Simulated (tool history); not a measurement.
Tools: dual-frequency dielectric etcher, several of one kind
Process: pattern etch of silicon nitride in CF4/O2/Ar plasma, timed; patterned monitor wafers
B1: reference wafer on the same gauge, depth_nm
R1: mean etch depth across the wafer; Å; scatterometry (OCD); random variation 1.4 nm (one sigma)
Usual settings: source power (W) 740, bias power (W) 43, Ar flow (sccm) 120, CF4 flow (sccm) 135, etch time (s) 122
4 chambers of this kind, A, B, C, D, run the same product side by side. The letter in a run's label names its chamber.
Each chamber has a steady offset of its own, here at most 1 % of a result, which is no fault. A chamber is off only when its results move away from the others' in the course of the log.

At hour 6.5: chamber C: Ar flow controller replaced.
Run 1C, hour 8.4: usual settings; B1 342.09. Result: R1 3160.5 Å.
Run 2B, hour 19.0: usual settings; B1 342.09. Result: R1 3170.5 Å.
Run 3D, hour 26.8: usual settings; B1 342.06. Result: R1 3133.2 Å.
Run 4A, hour 32.9: usual settings; B1 342.16. Result: R1 3169.8 Å.
Run 5C, hour 39.6: usual settings; B1 342.07. Result: R1 3153.0 Å.
Run 6B, hour 47.2: usual settings but Ar flow (sccm) 137, CF4 flow (sccm) 105; B1 341.82. Result: R1 3007.9 Å.
Run 7A, hour 56.1: usual settings but Ar flow (sccm) 137, CF4 flow (sccm) 105; B1 341.94. Result: R1 2992.0 Å.
Run 8D, hour 62.4: usual settings but Ar flow (sccm) 137, CF4 flow (sccm) 105; B1 342.24. Result: R1 2965.9 Å.
Run 9D, hour 73.0: usual settings but Ar flow (sccm) 137, CF4 flow (sccm) 105; B1 341.91. Result: R1 2962.6 Å.
Run 10B, hour 78.4: usual settings; B1 342.24. Result: R1 3162.1 Å.
Run 11C, hour 84.3: usual settings; B1 341.98. Result: R1 3167.6 Å.
Run 12A, hour 93.9: usual settings; B1 342.19. Result: R1 3163.9 Å.
Run 13D, hour 102.7: usual settings; B1 342.14. Result: R1 3129.4 Å.
Run 14A, hour 110.2: usual settings; B1 341.59. Result: R1 3184.2 Å.
Run 15B, hour 119.5: usual settings; B1 341.91. Result: R1 3140.7 Å.
Run 16C, hour 127.1: usual settings; B1 341.90. Result: R1 3130.2 Å.
Run 17A, hour 136.1: usual settings; B1 341.61. Result: R1 3221.2 Å.
Run 18C, hour 142.6: usual settings; B1 341.81. Result: R1 3150.8 Å.
Run 19D, hour 150.2: usual settings; B1 342.21. Result: R1 3148.3 Å.
Run 20B, hour 157.5: usual settings; B1 341.97. Result: R1 3155.5 Å.
Run 21B, hour 166.6: usual settings but bias power (W) 37, etch time (s) 157; B1 342.03. Result: R1 3869.9 Å.
Run 22D, hour 173.1: usual settings but bias power (W) 37, etch time (s) 157; B1 341.92. Result: R1 3820.0 Å.
Run 23A, hour 182.2: usual settings but bias power (W) 37, etch time (s) 157; B1 341.91. Result: R1 4011.6 Å.
Run 24C, hour 188.7: usual settings but bias power (W) 37, etch time (s) 157; B1 342.36. Result: R1 3837.2 Å.
Run 25C, hour 196.9: usual settings; B1 341.97. Result: R1 3163.0 Å.
Run 26B, hour 205.1: usual settings; B1 342.21. Result: R1 3178.1 Å.
Run 27D, hour 211.3: usual settings; B1 342.09. Result: R1 3158.0 Å.
Run 28A, hour 216.6: usual settings but Ar flow (sccm) 97; B1 341.57. Result: R1 3403.3 Å.
Run 29B, hour 224.3: usual settings but Ar flow (sccm) 97; B1 341.91. Result: R1 3229.6 Å.

Is one chamber off against the others, does the gauge drift, or is nothing wrong? If a chamber is off, say which, and what the likeliest cause is.

Chamber A drifts away from the others.
Cause: etch rate over this chamber's usual, % = 5.45.
The log may not tell that from: source power that arrives over what is set, %.

Here are 4 candidates for chamber A's next run, each the usual settings with a change, their results left as question marks. Which one brings its results back in line with what the others give on the usual settings?
In line means no further than this from the other chambers' mean on the usual settings: R1 48.0 Å
Run 30A-1, hour 232.0: usual settings but CF4 flow (sccm) 136, etch time (s) 129.0. Result: R1 ?.
Run 30A-2, hour 232.0: usual settings but source power (W) 720, etch time (s) 117.5. Result: R1 ?.
Run 30A-3, hour 232.0: usual settings but etch time (s) 124.0. Result: R1 ?.
Run 30A-4, hour 232.0: usual settings but etch time (s) 120.5. Result: R1 ?.

The other chambers' mean on the usual settings: R1 3147.2 Å
  run      R1
30A-1  3535.7
30A-2  3140.9
30A-3  3395.5
30A-4  3299.6
30A-2 brings the chamber back in line.

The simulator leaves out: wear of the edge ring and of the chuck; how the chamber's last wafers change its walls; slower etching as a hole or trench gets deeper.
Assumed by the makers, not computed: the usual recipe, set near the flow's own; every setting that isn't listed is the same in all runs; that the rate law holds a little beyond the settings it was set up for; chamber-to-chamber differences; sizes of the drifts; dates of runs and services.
